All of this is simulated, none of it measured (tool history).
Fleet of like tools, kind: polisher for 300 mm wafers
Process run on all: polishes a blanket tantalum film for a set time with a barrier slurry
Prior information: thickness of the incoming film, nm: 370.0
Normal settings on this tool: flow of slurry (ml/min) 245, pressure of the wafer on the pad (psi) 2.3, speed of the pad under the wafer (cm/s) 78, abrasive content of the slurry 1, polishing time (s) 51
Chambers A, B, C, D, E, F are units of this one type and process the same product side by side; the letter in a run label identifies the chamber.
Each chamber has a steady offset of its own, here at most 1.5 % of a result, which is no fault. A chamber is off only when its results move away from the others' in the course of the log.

run,hour,flow of slurry (ml/min),pressure of the wafer on the pad (psi),speed of the pad under the wafer (cm/s),abrasive content of the slurry,polishing time (s),wafers polished on this pad,hours since the slurry nozzle was cleaned,hours since the head pressure was calibrated,hours since the slurry blender was calibrated,film removed (angstrom)
# hour 4.4: chamber B: worn pad replaced by a new one
1D,14.5,245,2.3,78,1,51,386,314.9,1339.6,29,723.93
2B,26.3,245,2.3,78,1,51,217,394.6,433.2,133.7,730.77
# hour 38.1: chamber A: worn pad replaced by a new one
3E,40,245,2.3,78,1,51,550,322.2,943.8,250.9,740.52
4F,51.1,245,2.3,78,1,51,798,118.5,64.6,94.4,697.44
# hour 56: chamber F: slurry blender recalibrated
5A,63.8,245,2.3,78,1,51,255,262.4,435.8,136.5,723.25
# hour 71.9: chamber C: head pressure recalibrated
# hour 74.2: chamber C: worn pad replaced by a new one
6C,76.3,245,2.3,78,1,51,21,152.7,4.5,135.8,730.96
# hour 85: chamber A: slurry nozzle cleaned
# hour 87.1: chamber E: worn pad replaced by a new one
7A,91.1,245,2.3,78,1,51,525,6.1,463.1,163.8,720.95
# hour 92.8: chamber E: slurry nozzle cleaned
8C,104.3,245,2.3,78,1,51,299,180.7,32.5,163.8,713.73
# hour 108.5: chamber D: worn pad replaced by a new one
# hour 120.8: chamber A: worn pad replaced by a new one
9B,120.8,245,2.3,78,1,51,1154,489.1,527.7,228.2,722.75
# hour 126.3: chamber D: head pressure recalibrated
# hour 126.7: chamber A: slurry blender recalibrated
10E,129.9,245,2.3,78,1,51,424,37.2,1033.7,340.8,712.25
# hour 136: chamber B: slurry nozzle cleaned
11D,137.8,245,2.3,78,1,51,291,438.2,11.6,152.3,713.18
# hour 139: chamber D: slurry nozzle cleaned
12F,148.4,245,2.3,78,1,51,1763,215.8,161.9,92.4,733.41
# hour 150.9: chamber F: slurry blender recalibrated
# hour 159.7: chamber B: worn pad replaced by a new one
13F,161.6,245,2.3,78,1,51,1894,229,175.1,10.8,729.89
# hour 173: chamber C: worn pad replaced by a new one
14E,174.2,245,2.3,78,1,51,864,81.5,1078,385.1,707.2
# hour 181.8: chamber E: worn pad replaced by a new one
15C,188.7,245,2.3,78,1,51,155,265.1,116.9,248.2,716.69
# hour 194.3: chamber B: head pressure recalibrated
16B,199.3,245,2.3,78,1,51,392,63.3,5,306.7,713.75
17D,210.9,245,2.3,78,1,51,1015,72,84.7,225.4,709.17
18A,218.3,245,2.3,78,1,51,967,133.3,590.3,91.7,696.56
# hour 223.8: chamber A: worn pad replaced by a new one
19A,230.2,245,2.3,78,1,51,63,145.2,602.2,103.6,707.69
20C,241.7,245,2.3,78,1,51,681,318.1,169.9,301.2,717.85
# hour 245.4: chamber E: slurry blender recalibrated
# hour 246.5: chamber D: slurry blender recalibrated
21E,252,245,2.3,78,1,51,695,159.3,1155.8,6.7,720.76
# hour 264: chamber F: slurry blender recalibrated
# hour 264.5: chamber F: slurry nozzle cleaned
# hour 265.3: chamber D: worn pad replaced by a new one
# hour 266.1: chamber C: worn pad replaced by a new one
22F,266.9,245,2.3,78,1,51,2937,2.5,280.4,3,693.9
23D,280.1,245,2.3,78,1,51,146,141.2,153.9,33.6,717.96
# hour 291.9: chamber E: worn pad replaced by a new one
24B,293.3,245,2.3,78,1,51,1324,157.3,99,400.7,736.29
# hour 301.7: chamber B: worn pad replaced by a new one
25A,305.5,245,2.3,78,1,51,810,220.5,677.5,178.9,718.76
# hour 312: chamber A: slurry blender recalibrated
26D,315.7,245,2.3,78,1,51,499,176.8,189.5,69.2,730.56
# hour 327.1: chamber A: worn pad replaced by a new one
# hour 328.2: chamber C: slurry blender recalibrated
27C,331.9,245,2.3,78,1,51,652,408.3,260.1,3.8,708.5
# hour 335.3: chamber B: slurry blender recalibrated
28F,347.1,245,2.3,78,1,51,3732,82.7,360.6,83.2,671.43
29B,355.4,245,1.6,78,1,51,532,219.4,161.1,20.2,508.06
# hour 361: chamber F: slurry blender recalibrated
30E,366.4,245,1.6,78,1,51,739,273.7,1270.2,121.1,502.56
# hour 374.3: chamber C: worn pad replaced by a new one
31F,376.4,245,1.6,78,1,51,4023,112,389.9,15.4,462.9
# hour 385.6: chamber D: worn pad replaced by a new one
32C,389.9,245,1.6,78,1,51,155,466.3,318.1,61.8,503.42
# hour 402.1: chamber E: worn pad replaced by a new one
33A,404.7,245,1.6,78,1,51,769,319.7,776.7,92.8,505.24
34E,415.9,245,1.6,78,1,51,137,323.2,1319.7,170.6,496.03
35D,428.7,245,2.3,78,1,51,427,289.8,302.5,182.2,720.34
36B,442.2,245,2.3,86,1,51,1393,306.2,247.9,107,784.11
# hour 448.9: chamber B: worn pad replaced by a new one
37B,456,245,2.3,86,1,51,71,320,261.7,120.8,799.96
38F,468.7,245,2.3,86,1,51,4938,204.3,482.2,107.7,709.09
# hour 474.6: chamber C: worn pad replaced by a new one
39C,478.8,245,2.3,86,1,51,42,555.2,407,150.7,787.18

Does one chamber stand apart from the rest, does the shared gauge drift, or is all well apart from small per-chamber offsets? Give the chamber and the most likely cause, where there is one.

It is chamber F that slowly wanders off from its peers.
Likeliest cause: removal rate lost through wear of the pad, % = 11.3.
Not necessarily distinguishable in this log from: head's pressure below its setpoint, %.

Which of the 4 candidates below, each the usual settings with something changed and its results left as question marks, puts chamber F back in line with what the other chambers give on the usual settings?
In line here means within this much of the mean the other chambers give on the usual settings: film removed (angstrom) 36
40F-1,490.7,245,2.3,76,1,51,,,,,?
40F-2,490.7,245,2.3,80,1,51,,,,,?
40F-3,490.7,250,2.3,86,1,51,,,,,?
40F-4,490.7,245,2.3,70,1,51,,,,,?

What the other chambers average on the usual settings: film removed (angstrom) 717.38
run,film removed (angstrom)
40F-1,624.1
40F-2,656.63
40F-3,706.97
40F-4,575.3
40F-3 is the one that brings the chamber's results back in line with the other chambers.
